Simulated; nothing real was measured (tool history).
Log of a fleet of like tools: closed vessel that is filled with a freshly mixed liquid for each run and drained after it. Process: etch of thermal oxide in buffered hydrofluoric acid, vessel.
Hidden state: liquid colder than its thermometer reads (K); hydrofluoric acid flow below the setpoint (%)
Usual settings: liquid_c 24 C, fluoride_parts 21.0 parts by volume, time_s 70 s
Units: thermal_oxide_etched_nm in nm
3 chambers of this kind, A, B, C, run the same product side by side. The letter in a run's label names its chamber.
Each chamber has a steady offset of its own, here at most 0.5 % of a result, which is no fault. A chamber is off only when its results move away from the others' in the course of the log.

| run | hour | liquid_c | fluoride_parts | time_s | hours since the thermometer was replaced | hours since the hydrofluoric acid flow meter was replaced | read-back film thickness of the thermal oxide reference wafer, read on the same gauge (nm) | thermal_oxide_etched_nm |
|---|---|---|---|---|---|---|---|---|
| 1C | 9.1 | 24 | 21.0 | 70 | 680.9 | 1680.6 | 140.00 | 40.521 |
| 2B | 15.9 | 24 | 21.0 | 70 | 866.6 | 873.9 | 139.99 | 39.984 |
| 3A | 24.8 | 24 | 21.0 | 70 | 228.4 | 823.5 | 140.00 | 40.060 |
| 4C | 31.0 | 24 | 21.0 | 70 | 702.8 | 1702.5 | 139.99 | 40.251 |
| 5A | 39.7 | 24 | 21.0 | 70 | 243.3 | 838.4 | 140.00 | 39.624 |
| 6B | 46.7 | 24 | 21.0 | 70 | 897.4 | 904.7 | 140.00 | 40.390 |
| 7C | 51.4 | 24 | 21.0 | 70 | 723.2 | 1722.9 | 140.01 | 39.817 |
| 8B | 61.4 | 24 | 21.0 | 70 | 912.1 | 919.4 | 140.00 | 40.247 |
| 9A | 69.0 | 21 | 21.0 | 70 | 272.6 | 867.7 | 140.00 | 33.904 |
| 10C | 74.9 | 21 | 21.0 | 70 | 746.7 | 1746.4 | 140.00 | 33.558 |
| 11A | 80.9 | 21 | 21.0 | 70 | 284.5 | 879.6 | 140.01 | 33.810 |
| 12B | 86.4 | 24 | 21.0 | 70 | 937.1 | 944.4 | 140.01 | 40.298 |
| 13A | 96.2 | 24 | 21.0 | 70 | 299.8 | 894.9 | 140.00 | 40.409 |
| 14C | 103.0 | 24 | 21.0 | 70 | 774.8 | 1774.5 | 140.02 | 38.768 |
| 15B | 110.8 | 24 | 21.0 | 70 | 961.5 | 968.8 | 140.01 | 39.964 |
| 16C | 118.3 | 24 | 21.0 | 70 | 790.1 | 1789.8 | 140.00 | 38.699 |
| 17A | 125.0 | 24 | 21.0 | 70 | 328.6 | 923.7 | 140.00 | 40.076 |
| 18B | 130.0 | 24 | 21.0 | 70 | 980.7 | 988.0 | 140.02 | 40.325 |
| 19C | 138.3 | 24 | 21.0 | 40 | 810.1 | 1809.8 | 139.97 | 21.973 |
| 20A | 146.8 | 24 | 21.0 | 40 | 350.4 | 945.5 | 139.99 | 22.514 |
| 21B | 154.1 | 24 | 21.0 | 40 | 1004.8 | 1012.1 | 140.01 | 22.924 |
| 22C | 158.8 | 24 | 21.0 | 70 | 830.6 | 1830.3 | 140.01 | 37.836 |
| 23B | 167.2 | 24 | 21.0 | 70 | 1017.9 | 1025.2 | 139.99 | 40.117 |
| 24A | 172.5 | 24 | 21.0 | 70 | 376.1 | 971.2 | 139.99 | 39.823 |
| 25C | 178.8 | 24 | 26.5 | 30 | 850.6 | 1850.3 | 140.00 | 13.849 |
| 26B | 183.8 | 24 | 26.5 | 30 | 1034.5 | 1041.8 | 140.00 | 14.559 |
| 27A | 191.3 | 24 | 26.5 | 30 | 394.9 | 990.0 | 140.02 | 14.851 |
| 28A | 200.2 | 24 | 21.0 | 105 | 403.8 | 998.9 | 139.98 | 60.385 |
|  | 206.9 | chamber C: hydrofluoric acid flow meter replaced |
| 29B | 208.7 | 24 | 21.0 | 105 | 1059.4 | 1066.7 | 140.02 | 60.464 |
| 30C | 217.7 | 24 | 21.0 | 105 | 889.5 | 10.8 | 140.00 | 55.763 |

All 3 chambers run these settings next. Forecast each chamber's results:
| 31A | 224.9 | 24 | 21.0 | 70 |  |  |  | ? |
| 31B | 224.9 | 24 | 21.0 | 70 |  |  |  | ? |
| 31C | 224.9 | 24 | 21.0 | 70 |  |  |  | ? |

| run | thermal_oxide_etched_nm |
|---|---|
| 31A | 39.864 |
| 31B | 40.269 |
| 31C | 37.224 |

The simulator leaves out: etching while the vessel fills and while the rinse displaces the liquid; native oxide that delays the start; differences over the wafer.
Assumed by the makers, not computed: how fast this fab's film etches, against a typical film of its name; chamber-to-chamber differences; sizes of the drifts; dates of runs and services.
